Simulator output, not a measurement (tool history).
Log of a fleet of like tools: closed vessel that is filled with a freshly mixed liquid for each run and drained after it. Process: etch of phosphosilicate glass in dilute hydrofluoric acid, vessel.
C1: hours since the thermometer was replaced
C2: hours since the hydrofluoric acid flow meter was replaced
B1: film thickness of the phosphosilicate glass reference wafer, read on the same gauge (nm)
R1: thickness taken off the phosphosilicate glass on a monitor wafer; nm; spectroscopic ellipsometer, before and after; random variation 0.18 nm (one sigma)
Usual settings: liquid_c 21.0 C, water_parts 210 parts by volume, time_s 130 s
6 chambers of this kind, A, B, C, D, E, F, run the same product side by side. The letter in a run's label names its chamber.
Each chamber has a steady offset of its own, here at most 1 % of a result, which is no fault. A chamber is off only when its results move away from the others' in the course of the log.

run 1A hour=5.5 | liquid_c=21.0 water_parts=210 time_s=130 | C1=2331.0 C2=76.5 | B1=40.006 | R1=33.799
run 2D hour=13.8 | liquid_c=21.0 water_parts=210 time_s=130 | C1=872.8 C2=796.7 | B1=39.993 | R1=33.702
run 3C hour=23.1 | liquid_c=21.0 water_parts=210 time_s=130 | C1=117.8 C2=411.1 | B1=39.988 | R1=33.478
run 4B hour=31.8 | liquid_c=21.0 water_parts=210 time_s=130 | C1=2154.4 C2=388.4 | B1=40.016 | R1=33.673
run 5E hour=43.2 | liquid_c=21.0 water_parts=210 time_s=130 | C1=2143.3 C2=486.6 | B1=40.007 | R1=33.495
run 6F hour=52.8 | liquid_c=21.0 water_parts=210 time_s=130 | C1=74.3 C2=359.7 | B1=40.006 | R1=34.163
-- hour=61.3 chamber E: thermometer replaced
run 7B hour=63.4 | liquid_c=21.0 water_parts=210 time_s=130 | C1=2186.0 C2=420.0 | B1=39.971 | R1=33.752
run 8D hour=73.8 | liquid_c=21.0 water_parts=210 time_s=130 | C1=932.8 C2=856.7 | B1=40.025 | R1=33.840
run 9F hour=79.7 | liquid_c=21.0 water_parts=210 time_s=130 | C1=101.2 C2=386.6 | B1=40.032 | R1=33.973
run 10E hour=89.4 | liquid_c=21.0 water_parts=210 time_s=130 | C1=28.1 C2=532.8 | B1=40.006 | R1=33.821
run 11C hour=100.0 | liquid_c=21.0 water_parts=210 time_s=130 | C1=194.7 C2=488.0 | B1=40.000 | R1=33.600
run 12A hour=108.6 | liquid_c=21.0 water_parts=210 time_s=130 | C1=2434.1 C2=179.6 | B1=39.998 | R1=33.859
-- hour=114.1 chamber A: thermometer replaced
run 13A hour=119.2 | liquid_c=21.0 water_parts=210 time_s=130 | C1=5.2 C2=190.2 | B1=40.003 | R1=34.123
run 14D hour=128.7 | liquid_c=21.0 water_parts=210 time_s=130 | C1=987.7 C2=911.6 | B1=40.002 | R1=33.892
run 15B hour=135.5 | liquid_c=21.0 water_parts=210 time_s=130 | C1=2258.1 C2=492.1 | B1=40.015 | R1=33.899
run 16C hour=141.9 | liquid_c=21.0 water_parts=210 time_s=130 | C1=236.6 C2=529.9 | B1=40.006 | R1=33.440
run 17F hour=152.6 | liquid_c=21.0 water_parts=210 time_s=130 | C1=174.1 C2=459.5 | B1=40.024 | R1=33.651
run 18E hour=158.6 | liquid_c=24.5 water_parts=210 time_s=130 | C1=97.3 C2=602.0 | B1=39.963 | R1=38.278
run 19E hour=167.6 | liquid_c=24.5 water_parts=210 time_s=130 | C1=106.3 C2=611.0 | B1=40.013 | R1=38.319
run 20F hour=178.8 | liquid_c=24.5 water_parts=210 time_s=130 | C1=200.3 C2=485.7 | B1=40.022 | R1=39.437
run 21C hour=184.0 | liquid_c=24.5 water_parts=210 time_s=130 | C1=278.7 C2=572.0 | B1=40.016 | R1=38.436
run 22A hour=191.1 | liquid_c=24.5 water_parts=210 time_s=130 | C1=77.1 C2=262.1 | B1=39.987 | R1=38.608
run 23D hour=196.2 | liquid_c=24.5 water_parts=210 time_s=130 | C1=1055.2 C2=979.1 | B1=39.979 | R1=38.960
-- hour=197.4 chamber D: thermometer replaced
-- hour=202.6 chamber D: hydrofluoric acid flow meter replaced
run 24B hour=205.8 | liquid_c=21.0 water_parts=210 time_s=130 | C1=2328.4 C2=562.4 | B1=40.033 | R1=33.779
run 25C hour=211.7 | liquid_c=21.0 water_parts=210 time_s=130 | C1=306.4 C2=599.7 | B1=39.990 | R1=33.946
run 26F hour=219.0 | liquid_c=21.0 water_parts=210 time_s=130 | C1=240.5 C2=525.9 | B1=39.991 | R1=34.470
run 27E hour=229.1 | liquid_c=21.0 water_parts=210 time_s=130 | C1=167.8 C2=672.5 | B1=39.993 | R1=33.373
run 28A hour=236.0 | liquid_c=21.0 water_parts=210 time_s=130 | C1=122.0 C2=307.0 | B1=40.004 | R1=33.923
run 29B hour=245.4 | liquid_c=25.0 water_parts=260 time_s=130 | C1=2368.0 C2=602.0 | B1=40.015 | R1=29.920
run 30D hour=253.3 | liquid_c=25.0 water_parts=260 time_s=130 | C1=56.0 C2=50.7 | B1=39.991 | R1=30.059
run 31A hour=262.3 | liquid_c=25.0 water_parts=260 time_s=130 | C1=148.3 C2=333.3 | B1=40.018 | R1=30.251
run 32B hour=272.3 | liquid_c=25.0 water_parts=260 time_s=130 | C1=2394.9 C2=628.9 | B1=39.997 | R1=29.919
run 33C hour=280.8 | liquid_c=25.0 water_parts=260 time_s=130 | C1=375.5 C2=668.8 | B1=39.993 | R1=30.014
run 34F hour=287.6 | liquid_c=25.0 water_parts=260 time_s=130 | C1=309.1 C2=594.5 | B1=39.984 | R1=31.489
run 35D hour=295.8 | liquid_c=21.0 water_parts=210 time_s=130 | C1=98.5 C2=93.2 | B1=40.022 | R1=34.136
run 36E hour=304.8 | liquid_c=21.0 water_parts=210 time_s=130 | C1=243.5 C2=748.2 | B1=39.987 | R1=33.663
run 37C hour=313.5 | liquid_c=21.0 water_parts=115 time_s=175 | C1=408.2 C2=701.5 | B1=39.991 | R1=90.489
run 38D hour=320.3 | liquid_c=21.0 water_parts=115 time_s=175 | C1=123.0 C2=117.7 | B1=39.984 | R1=92.755
run 39E hour=326.7 | liquid_c=21.0 water_parts=115 time_s=175 | C1=265.4 C2=770.1 | B1=39.980 | R1=91.872
run 40F hour=334.4 | liquid_c=21.0 water_parts=115 time_s=175 | C1=355.9 C2=641.3 | B1=39.983 | R1=98.099
run 41A hour=341.3 | liquid_c=21.0 water_parts=115 time_s=175 | C1=227.3 C2=412.3 | B1=39.970 | R1=93.914
run 42B hour=348.0 | liquid_c=21.0 water_parts=115 time_s=175 | C1=2470.6 C2=704.6 | B1=40.007 | R1=92.610

All 6 chambers run these settings next. Forecast each chamber's results:
run 43A hour=356.2 | liquid_c=21.0 water_parts=210 time_s=130 | R1=?
run 43B hour=356.2 | liquid_c=21.0 water_parts=210 time_s=130 | R1=?
run 43C hour=356.2 | liquid_c=21.0 water_parts=210 time_s=130 | R1=?
run 43D hour=356.2 | liquid_c=21.0 water_parts=210 time_s=130 | R1=?
run 43E hour=356.2 | liquid_c=21.0 water_parts=210 time_s=130 | R1=?
run 43F hour=356.2 | liquid_c=21.0 water_parts=210 time_s=130 | R1=?

run=43A R1=33.912
run=43B R1=33.626
run=43C R1=33.511
run=43D R1=33.921
run=43E R1=33.677
run=43F R1=36.065
